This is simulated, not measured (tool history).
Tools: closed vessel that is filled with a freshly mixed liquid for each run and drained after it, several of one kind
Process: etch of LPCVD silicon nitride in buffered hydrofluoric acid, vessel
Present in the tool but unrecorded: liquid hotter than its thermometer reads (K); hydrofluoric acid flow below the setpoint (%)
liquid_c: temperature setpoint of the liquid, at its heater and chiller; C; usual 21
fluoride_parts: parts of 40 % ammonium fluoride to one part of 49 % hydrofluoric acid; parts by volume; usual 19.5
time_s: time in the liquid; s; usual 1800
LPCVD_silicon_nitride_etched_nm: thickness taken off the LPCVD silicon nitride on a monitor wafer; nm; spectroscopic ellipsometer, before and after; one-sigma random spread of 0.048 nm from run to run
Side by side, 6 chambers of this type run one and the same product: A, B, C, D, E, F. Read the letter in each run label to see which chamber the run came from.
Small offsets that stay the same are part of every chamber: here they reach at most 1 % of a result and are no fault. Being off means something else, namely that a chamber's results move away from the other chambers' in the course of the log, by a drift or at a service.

run   hour  liquid_c  fluoride_parts  time_s  hours since the thermometer was replaced  hours since the hydrofluoric acid flow meter was replaced  read-back film thickness of the LPCVD silicon nitride reference wafer, read on the same gauge (nm)  LPCVD_silicon_nitride_etched_nm
       2.6  -- chamber B: hydrofluoric acid flow meter replaced
 1A    4.3        21            19.5    1800                                     703.9                                                      374.0                                                                                              120.02                          11.1830
 2D    7.7        21            19.5    1800                                     850.8                                                      708.8                                                                                              119.98                          11.2430
 3B   12.3        21            19.5    1800                                     173.2                                                        9.7                                                                                              119.99                          11.1650
 4C   15.4        21            19.5    1800                                     475.5                                                      282.0                                                                                              120.02                          11.2310
 5E   18.3        21            19.5    1800                                     616.4                                                      328.8                                                                                              119.96                          11.1390
 6F   20.8        21            19.5    1800                                     905.1                                                     1390.5                                                                                              120.01                          11.1860
 7A   25.6        21            19.5    1800                                     725.2                                                      395.3                                                                                              119.99                          11.2300
 8D   28.9        21            19.5    1800                                     872.0                                                      730.0                                                                                              119.96                          11.1570
 9C   31.1        21            19.5    1800                                     491.2                                                      297.7                                                                                              120.01                          11.1660
10F   35.5        21            19.5    1800                                     919.8                                                     1405.2                                                                                              119.99                          11.2560
      36.7  -- chamber F: thermometer replaced
11B   37.7        21            19.5     945                                     198.6                                                       35.1                                                                                              119.97                           5.9051
12E   40.4        21            19.5     945                                     638.5                                                      350.9                                                                                              120.02                           5.8937
13A   44.0        21            19.5     945                                     743.6                                                      413.7                                                                                              120.03                           5.9137
14D   46.8        21            19.5     945                                     889.9                                                      747.9                                                                                              120.00                           5.8624
15C   49.3        21            19.5     945                                     509.4                                                      315.9                                                                                              120.00                           5.7776
16B   52.4        21            19.5     945                                     213.3                                                       49.8                                                                                              120.02                           5.8203
17E   55.5        21            17.0     950                                     653.6                                                      366.0                                                                                              120.00                           6.8264
18F   59.8        21            17.0     950                                      23.2                                                     1429.5                                                                                              120.04                           6.8320
19D   62.1        21            17.0     950                                     905.2                                                      763.2                                                                                              120.01                           6.7781
20C   64.4        21            17.0     950                                     524.5                                                      331.0                                                                                              120.00                           6.6762
21A   67.4        21            17.0     950                                     767.0                                                      437.1                                                                                              120.02                           6.6954
22F   69.9        21            17.0     950                                      33.3                                                     1439.6                                                                                              120.02                           6.7785
23B   72.2        21            19.5    1800                                     233.1                                                       69.6                                                                                              120.01                          11.1240
24E   77.1        21            19.5    1800                                     675.2                                                      387.6                                                                                              120.02                          11.3020
25F   80.0        21            19.5    1800                                      43.4                                                     1449.7                                                                                              119.99                          11.1920
26C   84.3        21            19.5    1800                                     544.4                                                      350.9                                                                                              120.02                          11.0710
27A   86.5        21            19.5    1800                                     786.1                                                      456.2                                                                                              119.98                          11.0080
28D   88.9        21            19.5    1800                                     932.0                                                      790.0                                                                                              120.01                          11.1540
29B   91.8        21            19.5    1800                                     252.7                                                       89.2                                                                                              119.96                          11.1090
30E   95.9        21            19.5    1800                                     694.0                                                      406.4                                                                                              119.96                          11.1720
31E   98.6        21            19.5    1800                                     696.7                                                      409.1                                                                                              119.98                          11.1530
32A  102.6        21            19.5    1800                                     802.2                                                      472.3                                                                                              119.99                          11.0200
33C  107.1        21            23.0    1800                                     567.2                                                      373.7                                                                                              120.00                           9.8734
34D  109.5        21            23.0    1800                                     952.6                                                      810.6                                                                                              119.99                           9.8854
35B  112.8        21            23.0    1800                                     273.7                                                      110.2                                                                                              120.00                           9.8418
36F  115.1        21            23.0    1800                                      78.5                                                     1484.8                                                                                              120.02                           9.9814
37F  119.8        21            23.0    1800                                      83.2                                                     1489.5                                                                                              119.98                           9.8940
38A  123.6        21            23.0    1800                                     823.2                                                      493.3                                                                                              119.98                           9.7102
39B  125.8        21            19.5    1800                                     286.7                                                      123.2                                                                                              120.00                          11.1780
40D  128.0        21            19.5    1800                                     971.1                                                      829.1                                                                                              120.01                          11.1280
41C  131.5        21            19.5    1800                                     591.6                                                      398.1                                                                                              119.99                          11.0610
42E  136.0        21            19.5    1800                                     734.1                                                      446.5                                                                                              120.05                          11.2120

Is one chamber off against the others, does the gauge drift, or is nothing wrong? If a chamber is off, say which, and what the likeliest cause is.

It is chamber A that slowly wanders off from its peers.
Likeliest cause: hydrofluoric acid flow below the setpoint (%) = 4.48.
Not necessarily distinguishable in this log from: liquid colder than its thermometer reads (K).

Below are 4 candidate recipes for chamber A's next run, each the usual settings with a change, their results shown as question marks. Which of them brings A's results back in line with what the other chambers give on the usual settings?
To be in line, a result may differ from the other chambers' mean on the usual settings by at most: LPCVD_silicon_nitride_etched_nm 0.1700 nm
43A-1  139.6        21            19.5    1745                                                                                                                                                                                                                                         ?
43A-2  139.6        21            19.0    1875                                                                                                                                                                                                                                         ?
43A-3  139.6        21            20.0    1725                                                                                                                                                                                                                                         ?
43A-4  139.6        21            19.5    1860                                                                                                                                                                                                                                         ?

The mean the other chambers reach with the usual settings: LPCVD_silicon_nitride_etched_nm 11.1760 nm
  run  LPCVD_silicon_nitride_etched_nm
43A-1                          10.4520
43A-2                          11.4520
43A-3                          10.1540
43A-4                          11.1410
It is 43A-4 that realigns the chamber with its peers.
